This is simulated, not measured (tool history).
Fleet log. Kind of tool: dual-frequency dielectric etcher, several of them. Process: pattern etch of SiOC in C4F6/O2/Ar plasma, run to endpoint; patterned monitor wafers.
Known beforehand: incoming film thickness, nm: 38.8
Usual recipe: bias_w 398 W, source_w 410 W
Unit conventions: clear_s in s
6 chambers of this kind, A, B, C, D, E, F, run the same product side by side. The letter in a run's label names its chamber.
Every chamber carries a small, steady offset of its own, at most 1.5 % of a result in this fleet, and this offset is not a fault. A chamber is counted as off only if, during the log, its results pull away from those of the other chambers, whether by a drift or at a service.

run     day  bias_w  source_w  clear_s
      0.354  -- chamber F: wet clean of the chamber
 1F   0.492     398       410   13.946
 2E   1.042     398       410   14.309
 3B   1.512     398       410   14.003
 4C   1.758     398       410   13.703
 5A   2.321     398       410   13.873
      2.579  -- chamber A: wet clean of the chamber
 6D   2.817     398       410   13.987
 7D   3.258     398       410   14.007
 8B   3.717     398       410   14.037
 9F   4.192     398       410   13.949
10E   4.621     398       410   14.278
11C   4.875     398       410   13.950
12A   5.158     398       500   13.013
13F   5.671     398       500   12.796
14A   6.117     398       500   12.989
15C   6.383     398       500   13.033
      6.525  -- chamber B: wet clean of the chamber
16B   6.788     398       500   13.117
17D   7.254     398       500   13.105
      7.504  -- chamber D: wet clean of the chamber
18E   7.571     398       410   14.176
      7.708  -- chamber C: wet clean of the chamber
      7.879  -- chamber E: wet clean of the chamber
19E   7.938     398       460   14.322
20A   8.417     398       460   13.136
21D   8.983     398       460   13.542
22C   9.300     398       460   13.433
23B   9.683     398       460   13.374
24F  10.058     398       460   13.294
25F  10.538     362       450   13.693
26A  11.100     362       450   13.960
27E  11.379     362       450   14.725
28D  11.717     362       450   13.899
29B  12.233     362       450   14.120
30C  12.683     362       450   14.061
31C  13.029     398       410   13.914
32A  13.279     491       480   11.946
33D  13.733     491       480   12.228
34B  14.017     491       480   12.395
35F  14.312     491       480   12.157
36E  14.717     491       480   12.996
37E  15.125     491       480   13.011
38B  15.479     398       410   14.059

Next, every chamber runs the same settings. What will each give?
39A  15.883     398       410        ?
39B  15.883     398       410        ?
39C  15.883     398       410        ?
39D  15.883     398       410        ?
39E  15.883     398       410        ?
39F  15.883     398       410        ?

run  clear_s
39A   13.942
39B   14.195
39C   14.007
39D   13.996
39E   14.928
39F   14.087

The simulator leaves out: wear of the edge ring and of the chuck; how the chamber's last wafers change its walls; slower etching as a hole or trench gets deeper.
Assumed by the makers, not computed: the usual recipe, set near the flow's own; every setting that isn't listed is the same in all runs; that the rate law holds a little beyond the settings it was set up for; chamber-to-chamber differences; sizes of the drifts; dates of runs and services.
